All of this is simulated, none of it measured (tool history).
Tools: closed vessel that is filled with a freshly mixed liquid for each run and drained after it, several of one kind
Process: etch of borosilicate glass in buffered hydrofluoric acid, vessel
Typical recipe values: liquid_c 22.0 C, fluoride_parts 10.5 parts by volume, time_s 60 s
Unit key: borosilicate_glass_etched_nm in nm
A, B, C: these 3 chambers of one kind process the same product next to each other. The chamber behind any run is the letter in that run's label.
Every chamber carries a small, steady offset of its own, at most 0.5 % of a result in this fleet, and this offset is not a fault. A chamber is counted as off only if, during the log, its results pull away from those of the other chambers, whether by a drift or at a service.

run	day	liquid_c	fluoride_parts	time_s	read-back film thickness of the borosilicate glass reference wafer, read on the same gauge (nm)	borosilicate_glass_etched_nm
1B	0.262	22.0	10.5	60	69.964	63.490
2C	0.492	22.0	10.5	60	69.993	64.541
3A	0.821	22.0	10.5	60	70.016	63.793
4B	1.062	22.0	10.5	60	70.001	64.089
5A	1.354	22.0	10.5	60	69.970	63.092
6C	1.542	22.0	10.5	60	70.003	64.327
7B	1.783	22.0	10.5	60	69.984	62.905
8C	2.054	22.0	10.5	60	69.979	63.646
9A	2.362	22.0	10.5	60	69.988	64.058
10C	2.542	22.0	10.5	60	69.960	63.637
11A	2.858	22.0	10.5	60	70.005	63.937
12B	3.029	22.0	10.5	85	70.022	89.961
13A	3.279	22.0	10.5	85	70.013	91.052
14C	3.492	22.0	10.5	85	70.029	90.529
15B	3.762	22.0	10.5	60	69.988	63.580
16C	4.100	22.0	10.5	60	70.024	64.293
17A	4.408	22.0	10.5	60	70.005	64.192
18B	4.721	22.0	10.5	60	69.995	63.365
19C	4.892	22.0	10.5	60	70.016	63.760
20A	5.208	22.0	10.5	60	69.997	63.999
21B	5.354	22.0	10.5	60	69.974	63.435
22B	5.650	22.0	10.5	60	70.026	63.915
23C	5.825	22.0	10.5	60	70.032	63.945
24A	6.008	22.0	10.5	60	69.969	63.563
25B	6.188	22.0	10.5	60	70.019	63.393
26C	6.338	22.0	10.5	60	69.999	64.089
27A	6.512	22.0	10.5	60	69.951	64.356
28B	6.846	22.0	10.5	60	70.022	63.464
29A	7.058	19.5	10.5	60	70.000	55.520
30C	7.246	19.5	10.5	60	70.011	55.327
31A	7.450	19.5	10.5	60	69.987	55.628
32C	7.717	22.0	10.5	60	70.029	63.843
33B	7.962	22.0	10.5	60	69.996	63.284

All 3 chambers run these settings next. Forecast each chamber's results:
34A	8.204	22.0	10.5	75		?
34B	8.204	22.0	10.5	75		?
34C	8.204	22.0	10.5	75		?

run	borosilicate_glass_etched_nm
34A	79.430
34B	79.619
34C	80.303
